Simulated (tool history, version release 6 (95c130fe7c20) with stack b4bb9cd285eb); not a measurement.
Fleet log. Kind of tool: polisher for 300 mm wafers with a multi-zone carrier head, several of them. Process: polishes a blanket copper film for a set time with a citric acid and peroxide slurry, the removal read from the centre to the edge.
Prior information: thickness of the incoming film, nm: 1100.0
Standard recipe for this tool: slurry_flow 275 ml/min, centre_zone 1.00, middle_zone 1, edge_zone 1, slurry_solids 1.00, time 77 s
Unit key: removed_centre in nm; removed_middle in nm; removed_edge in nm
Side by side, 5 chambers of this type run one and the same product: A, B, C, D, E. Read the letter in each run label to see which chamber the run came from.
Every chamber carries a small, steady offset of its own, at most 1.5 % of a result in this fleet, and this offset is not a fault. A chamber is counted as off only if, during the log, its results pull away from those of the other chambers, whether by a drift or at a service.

| run | hour | slurry_flow | centre_zone | middle_zone | edge_zone | slurry_solids | time | wafers polished on this pad | hours since the slurry nozzle was cleaned | hours since the centre zone pressure was calibrated | hours since the edge zone pressure was calibrated | removed_centre | removed_middle | removed_edge |
|---|---|---|---|---|---|---|---|---|---|---|---|---|---|---|
| 1D | 3.9 | 275 | 1.00 | 1 | 1 | 1.00 | 77 | 145 | 232.4 | 757.4 | 874.5 | 177.04 | 179.48 | 176.50 |
| 2C | 8.6 | 275 | 1.00 | 1 | 1 | 1.00 | 77 | 1106 | 303.5 | 1186.7 | 944.7 | 178.74 | 178.97 | 176.57 |
| 3B | 12.7 | 275 | 1.00 | 1 | 1 | 1.00 | 77 | 260 | 425.6 | 536.9 | 1014.7 | 179.22 | 180.06 | 182.77 |
| 4A | 16.8 | 275 | 1.00 | 1 | 1 | 1.00 | 77 | 622 | 335.5 | 431.7 | 582.6 | 183.93 | 181.66 | 178.51 |
| 5E | 21.4 | 275 | 1.00 | 1 | 1 | 1.00 | 77 | 387 | 323.3 | 707.8 | 685.7 | 180.47 | 177.20 | 177.29 |
| 6D | 24.2 | 275 | 1.00 | 1 | 1 | 1.00 | 77 | 397 | 252.7 | 777.7 | 894.8 | 177.82 | 178.65 | 182.61 |
| 7B | 28.4 | 275 | 1.00 | 1 | 1 | 1.00 | 77 | 455 | 441.3 | 552.6 | 1030.4 | 177.19 | 177.68 | 175.84 |
| 8A | 30.8 | 275 | 1.00 | 1 | 1 | 1.00 | 77 | 796 | 349.5 | 445.7 | 596.6 | 182.85 | 179.46 | 180.07 |
| 9E | 35.1 | 275 | 1.00 | 1 | 1 | 1.00 | 77 | 558 | 337.0 | 721.5 | 699.4 | 177.49 | 178.87 | 179.68 |
| 10C | 37.5 | 275 | 1.00 | 1 | 1 | 1.00 | 77 | 1466 | 332.4 | 1215.6 | 973.6 | 178.07 | 176.44 | 177.44 |
|  | 38.8 | chamber D: worn pad replaced by a new one |
| 11A | 41.8 | 275 | 1.00 | 1 | 1 | 1.00 | 77 | 933 | 360.5 | 456.7 | 607.6 | 177.07 | 178.79 | 176.98 |
|  | 45.1 | chamber C: worn pad replaced by a new one |
| 12C | 45.1 | 275 | 1.00 | 1 | 1 | 1.00 | 77 | 0 | 340.0 | 1223.2 | 981.2 | 178.60 | 179.70 | 178.73 |
| 13E | 47.3 | 275 | 1.00 | 1 | 1 | 1.00 | 77 | 710 | 349.2 | 733.7 | 711.6 | 177.57 | 177.85 | 178.94 |
| 14D | 51.5 | 275 | 1.00 | 1 | 1 | 1.00 | 77 | 159 | 280.0 | 805.0 | 922.1 | 180.96 | 179.61 | 176.19 |
| 15B | 54.5 | 275 | 1.00 | 1 | 1 | 1.00 | 77 | 780 | 467.4 | 578.7 | 1056.5 | 171.07 | 173.78 | 171.60 |
|  | 55.8 | chamber E: worn pad replaced by a new one |
| 16A | 57.2 | 275 | 1.00 | 1 | 1 | 0.75 | 77 | 1125 | 375.9 | 472.1 | 623.0 | 169.19 | 167.66 | 169.89 |
| 17B | 59.6 | 275 | 1.00 | 1 | 1 | 0.75 | 77 | 844 | 472.5 | 583.8 | 1061.6 | 165.43 | 164.35 | 163.13 |
| 18E | 63.9 | 275 | 1.00 | 1 | 1 | 0.75 | 77 | 101 | 365.8 | 750.3 | 728.2 | 169.40 | 170.34 | 165.43 |
| 19D | 68.7 | 275 | 1.00 | 1 | 1 | 0.75 | 77 | 373 | 297.2 | 822.2 | 939.3 | 168.41 | 167.38 | 168.44 |
| 20C | 72.8 | 275 | 1.00 | 1 | 1 | 0.75 | 77 | 345 | 367.7 | 1250.9 | 1008.9 | 167.27 | 166.55 | 169.43 |
|  | 75.4 | chamber A: worn pad replaced by a new one |
| 21C | 77.2 | 275 | 1.00 | 1 | 1 | 1.00 | 77 | 400 | 372.1 | 1255.3 | 1013.3 | 176.02 | 180.54 | 180.82 |
|  | 77.4 | chamber E: slurry nozzle cleaned |
| 22D | 80.0 | 275 | 1.00 | 1 | 1 | 1.00 | 77 | 514 | 308.5 | 833.5 | 950.6 | 181.40 | 181.22 | 183.81 |
| 23E | 83.9 | 275 | 1.00 | 1 | 1 | 1.00 | 77 | 350 | 6.6 | 770.3 | 748.2 | 178.34 | 177.99 | 181.12 |
|  | 84.8 | chamber D: worn pad replaced by a new one |
| 24B | 88.0 | 275 | 1.00 | 1 | 1 | 1.00 | 77 | 1197 | 500.9 | 612.2 | 1090.0 | 166.35 | 168.64 | 169.39 |
| 25A | 91.2 | 275 | 1.00 | 1 | 1 | 1.00 | 77 | 197 | 409.9 | 506.1 | 657.0 | 179.78 | 180.18 | 177.91 |
| 26D | 96.0 | 275 | 1.00 | 1 | 1 | 1.00 | 77 | 140 | 324.5 | 849.5 | 966.6 | 182.07 | 178.55 | 181.33 |
| 27B | 98.4 | 275 | 1.00 | 1 | 1 | 1.00 | 77 | 1327 | 511.3 | 622.6 | 1100.4 | 166.43 | 167.99 | 166.88 |
| 28C | 100.5 | 275 | 1.00 | 1 | 1 | 1.00 | 77 | 690 | 395.4 | 1278.6 | 1036.6 | 174.62 | 177.57 | 178.95 |
| 29E | 103.5 | 275 | 1.00 | 1 | 1 | 1.00 | 77 | 593 | 26.2 | 789.9 | 767.8 | 175.91 | 180.94 | 179.84 |
| 30A | 107.4 | 310 | 1.09 | 1 | 1 | 1.00 | 77 | 399 | 426.1 | 522.3 | 673.2 | 197.92 | 178.32 | 182.27 |
| 31B | 112.2 | 310 | 1.09 | 1 | 1 | 1.00 | 77 | 1498 | 525.1 | 636.4 | 1114.2 | 183.39 | 169.93 | 165.89 |
| 32E | 114.7 | 310 | 1.09 | 1 | 1 | 1.00 | 77 | 733 | 37.4 | 801.1 | 779.0 | 197.52 | 182.35 | 183.74 |
| 33A | 117.1 | 310 | 1.09 | 1 | 1 | 1.00 | 77 | 520 | 435.8 | 532.0 | 682.9 | 203.35 | 180.05 | 181.72 |
| 34D | 121.5 | 310 | 1.09 | 1 | 1 | 1.00 | 77 | 457 | 350.0 | 875.0 | 992.1 | 199.80 | 182.21 | 179.93 |

One chamber off, gauge drift, or nothing amiss beyond the chambers' own small offsets? If it is a chamber, which one, and what is the likeliest cause?

One chamber, B, drifts off from the rest bit by bit.
Likeliest cause: removal rate lost through wear of the pad, % = 8.44.

Which of the 4 candidates below, each the usual settings with something changed and its results left as question marks, puts chamber B back in line with what the other chambers give on the usual settings?
Allowed miss from the other chambers' usual-settings mean, per result, to count as in line: removed_centre 6.90 nm; removed_middle 4.40 nm; removed_edge 8.20 nm
| 35B-1 | 125.0 | 275 | 1.00 | 1 | 1 | 1.00 | 80 |  |  |  |  | ? | ? | ? |
| 35B-2 | 125.0 | 275 | 0.99 | 1 | 1 | 1.00 | 71 |  |  |  |  | ? | ? | ? |
| 35B-3 | 125.0 | 275 | 1.01 | 1 | 1 | 1.00 | 83 |  |  |  |  | ? | ? | ? |
| 35B-4 | 125.0 | 275 | 1.00 | 1 | 1 | 1.00 | 74 |  |  |  |  | ? | ? | ? |

Usual-settings mean across the other chambers: removed_centre 179.58 nm; removed_middle 178.60 nm; removed_edge 179.41 nm
| run | removed_centre | removed_middle | removed_edge |
|---|---|---|---|
| 35B-1 | 169.31 | 169.97 | 170.98 |
| 35B-2 | 148.60 | 150.86 | 151.75 |
| 35B-3 | 177.60 | 176.34 | 177.39 |
| 35B-4 | 156.61 | 157.23 | 158.16 |
With 35B-3, the chamber falls back in line with the rest.

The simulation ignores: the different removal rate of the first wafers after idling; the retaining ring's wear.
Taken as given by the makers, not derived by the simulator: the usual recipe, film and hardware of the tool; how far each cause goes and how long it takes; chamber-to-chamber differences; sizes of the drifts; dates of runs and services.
